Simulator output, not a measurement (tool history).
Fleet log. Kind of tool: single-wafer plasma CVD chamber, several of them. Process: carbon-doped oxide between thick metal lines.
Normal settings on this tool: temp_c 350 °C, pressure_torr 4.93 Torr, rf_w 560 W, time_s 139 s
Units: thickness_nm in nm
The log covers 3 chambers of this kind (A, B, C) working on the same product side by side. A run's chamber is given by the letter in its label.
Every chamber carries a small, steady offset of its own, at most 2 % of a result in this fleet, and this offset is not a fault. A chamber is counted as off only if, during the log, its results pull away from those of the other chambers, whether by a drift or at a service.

| run | day | temp_c | pressure_torr | rf_w | time_s | hours since the last thermocouple change | hours since the last RF generator calibration | hours since the last manometer calibration | read-back reference wafer on the same gauge, thickness_nm | thickness_nm |
|---|---|---|---|---|---|---|---|---|---|---|
| 1B | 0.238 | 350 | 4.93 | 560 | 139 | 952.9 | 573.9 | 153.1 | 705.56 | 734.51 |
| 2C | 0.438 | 350 | 4.93 | 560 | 139 | 65.4 | 507.2 | 533.0 | 705.99 | 741.20 |
| 3A | 0.754 | 350 | 4.93 | 560 | 139 | 1065.4 | 1004.4 | 302.4 | 706.01 | 744.62 |
| 4C | 1.100 | 350 | 4.93 | 560 | 139 | 81.3 | 523.1 | 548.9 | 706.21 | 744.98 |
| 5A | 1.342 | 350 | 4.93 | 560 | 139 | 1079.5 | 1018.5 | 316.5 | 705.94 | 746.67 |
| 6B | 1.700 | 350 | 4.93 | 465 | 139 | 988.0 | 609.0 | 188.2 | 705.82 | 656.95 |
| 7C | 1.967 | 350 | 4.93 | 465 | 139 | 102.1 | 543.9 | 569.7 | 706.02 | 665.05 |
| 8A | 2.217 | 350 | 4.93 | 465 | 139 | 1100.5 | 1039.5 | 337.5 | 704.97 | 666.57 |
| 9B | 2.433 | 350 | 4.93 | 560 | 139 | 1005.6 | 626.6 | 205.8 | 706.53 | 735.97 |
| 10B | 2.650 | 350 | 4.93 | 560 | 139 | 1010.8 | 631.8 | 211.0 | 706.41 | 733.79 |
|  | 2.954 | chamber A: RF generator calibrated |
| 11A | 3.033 | 350 | 4.93 | 560 | 139 | 1120.1 | 2.0 | 357.1 | 705.44 | 746.03 |
| 12C | 3.267 | 350 | 4.93 | 560 | 139 | 133.3 | 575.1 | 600.9 | 707.02 | 750.65 |
| 13A | 3.492 | 350 | 4.93 | 560 | 139 | 1131.1 | 13.0 | 368.1 | 706.00 | 744.33 |
| 14C | 3.771 | 350 | 4.93 | 560 | 139 | 145.4 | 587.2 | 613.0 | 705.72 | 745.77 |
| 15B | 3.979 | 350 | 4.93 | 560 | 139 | 1042.7 | 663.7 | 242.9 | 706.10 | 727.66 |
| 16B | 4.338 | 350 | 3.87 | 560 | 117 | 1051.3 | 672.3 | 251.5 | 705.90 | 587.24 |
| 17A | 4.525 | 350 | 3.87 | 560 | 117 | 1155.9 | 37.8 | 392.9 | 705.80 | 610.17 |
| 18C | 4.921 | 350 | 3.87 | 560 | 117 | 173.0 | 614.8 | 640.6 | 705.52 | 604.88 |
| 19C | 5.304 | 350 | 4.93 | 560 | 139 | 182.2 | 624.0 | 649.8 | 705.47 | 746.12 |
| 20A | 5.546 | 350 | 4.93 | 560 | 139 | 1180.4 | 62.3 | 417.4 | 706.48 | 747.76 |
| 21B | 5.754 | 350 | 4.93 | 480 | 114 | 1085.3 | 706.3 | 285.5 | 706.06 | 537.20 |
| 22C | 5.942 | 350 | 4.93 | 480 | 114 | 197.5 | 639.3 | 665.1 | 705.82 | 550.19 |
| 23B | 6.133 | 350 | 4.93 | 480 | 114 | 1094.4 | 715.4 | 294.6 | 705.95 | 532.92 |
| 24A | 6.442 | 350 | 4.93 | 560 | 139 | 1201.9 | 83.8 | 438.9 | 705.38 | 747.93 |
|  | 6.588 | chamber A: thermocouple changed; heater temperature recalibrated |
| 25A | 6.792 | 350 | 4.93 | 560 | 139 | 4.9 | 92.2 | 447.3 | 706.70 | 748.64 |
| 26C | 7.096 | 350 | 4.93 | 560 | 139 | 225.2 | 667.0 | 692.8 | 706.07 | 745.76 |
| 27B | 7.321 | 350 | 4.93 | 560 | 139 | 1122.9 | 743.9 | 323.1 | 706.03 | 713.19 |
| 28C | 7.575 | 350 | 4.93 | 560 | 139 | 236.7 | 678.5 | 704.3 | 705.66 | 747.83 |
| 29A | 7.958 | 350 | 4.93 | 560 | 139 | 32.9 | 120.2 | 475.3 | 705.24 | 748.01 |
| 30B | 8.183 | 350 | 4.93 | 560 | 139 | 1143.6 | 764.6 | 343.8 | 705.57 | 707.23 |
| 31B | 8.421 | 350 | 4.93 | 560 | 139 | 1149.3 | 770.3 | 349.5 | 706.75 | 703.42 |
|  | 8.488 | chamber B: thermocouple changed; heater temperature recalibrated |
| 32A | 8.746 | 350 | 4.93 | 560 | 139 | 51.8 | 139.1 | 494.2 | 705.58 | 748.38 |
| 33C | 8.992 | 350 | 4.93 | 560 | 139 | 270.7 | 712.5 | 738.3 | 705.43 | 748.05 |
| 34C | 9.333 | 350 | 4.93 | 560 | 139 | 278.9 | 720.7 | 746.5 | 706.24 | 744.98 |
| 35A | 9.538 | 350 | 4.93 | 560 | 139 | 70.8 | 158.1 | 513.2 | 705.49 | 749.99 |
| 36B | 9.912 | 350 | 4.93 | 560 | 139 | 34.3 | 806.1 | 385.3 | 706.04 | 704.90 |

Is one chamber out of step, is the gauge drifting, or do the chambers differ by no more than their own small offsets? For an off chamber, give its letter and the likeliest cause.

Chamber B drifts away from the others.
Cause: delivered RF power below the setpoint (%) = 7.9.

Which of the 4 candidates below, each the usual settings with something changed and its results left as question marks, puts chamber B back in line with what the other chambers give on the usual settings?
Counts as in line when no further than this from what the other chambers average on the usual settings: thickness_nm 11.00 nm
| 37B-1 | 10.196 | 351 | 4.81 | 560 | 125 |  |  |  |  | ? |
| 37B-2 | 10.196 | 351 | 4.93 | 560 | 131 |  |  |  |  | ? |
| 37B-3 | 10.196 | 349 | 4.98 | 575 | 145 |  |  |  |  | ? |
| 37B-4 | 10.196 | 346 | 4.93 | 655 | 139 |  |  |  |  | ? |

Usual-settings mean across the other chambers: thickness_nm 745.42 nm
| run | thickness_nm |
|---|---|
| 37B-1 | 628.15 |
| 37B-2 | 660.74 |
| 37B-3 | 747.99 |
| 37B-4 | 780.52 |
It is 37B-3 that realigns the chamber with its peers.
